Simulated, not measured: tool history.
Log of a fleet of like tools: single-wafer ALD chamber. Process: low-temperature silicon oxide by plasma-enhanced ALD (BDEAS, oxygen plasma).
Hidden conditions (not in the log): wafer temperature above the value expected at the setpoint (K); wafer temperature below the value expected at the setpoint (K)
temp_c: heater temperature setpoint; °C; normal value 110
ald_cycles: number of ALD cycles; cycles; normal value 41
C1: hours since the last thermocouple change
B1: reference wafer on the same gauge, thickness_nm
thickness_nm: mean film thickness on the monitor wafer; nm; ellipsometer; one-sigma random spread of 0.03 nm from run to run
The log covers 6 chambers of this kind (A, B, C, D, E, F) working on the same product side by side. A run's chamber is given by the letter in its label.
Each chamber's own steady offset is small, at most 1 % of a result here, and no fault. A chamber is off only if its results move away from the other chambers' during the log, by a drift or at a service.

Run 1A, hour 10.9: usual settings; C1 1683.7; B1 6.2861. Result: thickness_nm 5.6844 nm.
Run 2E, hour 24.4: usual settings; C1 2690.7; B1 6.2830. Result: thickness_nm 5.6974 nm.
Run 3D, hour 37.9: usual settings; C1 487.3; B1 6.2887. Result: thickness_nm 5.7998 nm.
Run 4B, hour 48.6: usual settings; C1 629.7; B1 6.2901. Result: thickness_nm 5.8001 nm.
Run 5F, hour 55.2: usual settings; C1 1319.4; B1 6.2882. Result: thickness_nm 5.7222 nm.
Run 6C, hour 62.7: usual settings; C1 2285.1; B1 6.2977. Result: thickness_nm 5.7254 nm.
Run 7A, hour 73.7: usual settings; C1 1746.5; B1 6.2831. Result: thickness_nm 5.7835 nm.
Run 8F, hour 84.7: usual settings; C1 1348.9; B1 6.2851. Result: thickness_nm 5.7189 nm.
Run 9C, hour 94.2: usual settings; C1 2316.6; B1 6.2954. Result: thickness_nm 5.7979 nm.
Run 10B, hour 102.0: usual settings; C1 683.1; B1 6.2857. Result: thickness_nm 5.8479 nm.
Run 11E, hour 113.9: usual settings but ald_cycles 45 cycles; C1 2780.2; B1 6.2932. Result: thickness_nm 6.2648 nm.
Run 12D, hour 122.4: usual settings but ald_cycles 45 cycles; C1 571.8; B1 6.2867. Result: thickness_nm 6.3284 nm.
Run 13E, hour 135.5: usual settings but ald_cycles 45 cycles; C1 2801.8; B1 6.2929. Result: thickness_nm 6.2682 nm.
Run 14C, hour 142.6: usual settings but ald_cycles 45 cycles; C1 2365.0; B1 6.2933. Result: thickness_nm 6.3485 nm.
Run 15F, hour 152.0: usual settings but ald_cycles 45 cycles; C1 1416.2; B1 6.2868. Result: thickness_nm 6.2466 nm.
Run 16B, hour 164.7: usual settings but ald_cycles 45 cycles; C1 745.8; B1 6.3031. Result: thickness_nm 6.3424 nm.
Run 17A, hour 177.7: usual settings; C1 1850.5; B1 6.2872. Result: thickness_nm 5.7426 nm.
Run 18D, hour 183.8: usual settings; C1 633.2; B1 6.2909. Result: thickness_nm 5.7526 nm.
Run 19F, hour 193.7: usual settings but temp_c 122 °C, ald_cycles 38 cycles; C1 1457.9; B1 6.3029. Result: thickness_nm 5.2291 nm.
Run 20E, hour 201.5: usual settings but temp_c 122 °C, ald_cycles 38 cycles; C1 2867.8; B1 6.2932. Result: thickness_nm 5.1679 nm.
Run 21C, hour 215.0: usual settings but temp_c 122 °C, ald_cycles 38 cycles; C1 2437.4; B1 6.2893. Result: thickness_nm 5.2094 nm.
Run 22D, hour 225.6: usual settings but temp_c 122 °C, ald_cycles 38 cycles; C1 675.0; B1 6.2864. Result: thickness_nm 5.2909 nm.
Run 23A, hour 234.7: usual settings but temp_c 122 °C, ald_cycles 38 cycles; C1 1907.5; B1 6.2967. Result: thickness_nm 5.2237 nm.
At hour 236.2: chamber E: thermocouple changed; heater temperature recalibrated.
Run 24B, hour 248.4: usual settings but temp_c 122 °C, ald_cycles 38 cycles; C1 829.5; B1 6.2909. Result: thickness_nm 5.2141 nm.
Run 25A, hour 256.1: usual settings; C1 1928.9; B1 6.2812. Result: thickness_nm 5.7353 nm.
Run 26C, hour 265.7: usual settings; C1 2488.1; B1 6.2833. Result: thickness_nm 5.7648 nm.
Run 27B, hour 275.5: usual settings; C1 856.6; B1 6.2916. Result: thickness_nm 5.7337 nm.
Run 28D, hour 282.3: usual settings but ald_cycles 37 cycles; C1 731.7; B1 6.2904. Result: thickness_nm 5.2128 nm.
Run 29E, hour 293.2: usual settings but ald_cycles 37 cycles; C1 57.0; B1 6.2919. Result: thickness_nm 5.1728 nm.
Run 30F, hour 300.0: usual settings but ald_cycles 37 cycles; C1 1564.2; B1 6.2915. Result: thickness_nm 5.2196 nm.
Run 31F, hour 309.3: usual settings but ald_cycles 37 cycles; C1 1573.5; B1 6.2958. Result: thickness_nm 5.1949 nm.
Run 32B, hour 316.1: usual settings but ald_cycles 37 cycles; C1 897.2; B1 6.2926. Result: thickness_nm 5.2830 nm.
Run 33D, hour 326.1: usual settings but ald_cycles 37 cycles; C1 775.5; B1 6.2859. Result: thickness_nm 5.2478 nm.
Run 34E, hour 340.0: usual settings; C1 103.8; B1 6.2908. Result: thickness_nm 5.7438 nm.
Run 35C, hour 352.0: usual settings but temp_c 102 °C, ald_cycles 48 cycles; C1 2574.4; B1 6.2874. Result: thickness_nm 6.8689 nm.
Run 36A, hour 359.0: usual settings but temp_c 102 °C, ald_cycles 48 cycles; C1 2031.8; B1 6.2818. Result: thickness_nm 6.7549 nm.
Run 37D, hour 371.3: usual settings but temp_c 102 °C, ald_cycles 48 cycles; C1 820.7; B1 6.2796. Result: thickness_nm 6.9480 nm.
Run 38B, hour 380.7: usual settings but temp_c 102 °C, ald_cycles 48 cycles; C1 961.8; B1 6.2926. Result: thickness_nm 6.9020 nm.
Run 39E, hour 391.6: usual settings but temp_c 102 °C, ald_cycles 48 cycles; C1 155.4; B1 6.2882. Result: thickness_nm 6.8189 nm.

Each of the 6 chambers runs these same settings next. Fill in every chamber's results:
Run 40A, hour 401.6: usual settings but ald_cycles 49 cycles. Result: thickness_nm ?.
Run 40B, hour 401.6: usual settings but ald_cycles 49 cycles. Result: thickness_nm ?.
Run 40C, hour 401.6: usual settings but ald_cycles 49 cycles. Result: thickness_nm ?.
Run 40D, hour 401.6: usual settings but ald_cycles 49 cycles. Result: thickness_nm ?.
Run 40E, hour 401.6: usual settings but ald_cycles 49 cycles. Result: thickness_nm ?.
Run 40F, hour 401.6: usual settings but ald_cycles 49 cycles. Result: thickness_nm ?.

run  thickness_nm
40A        6.8403
40B        6.9143
40C        6.8833
40D        6.9846
40E        6.8424
40F        6.7989
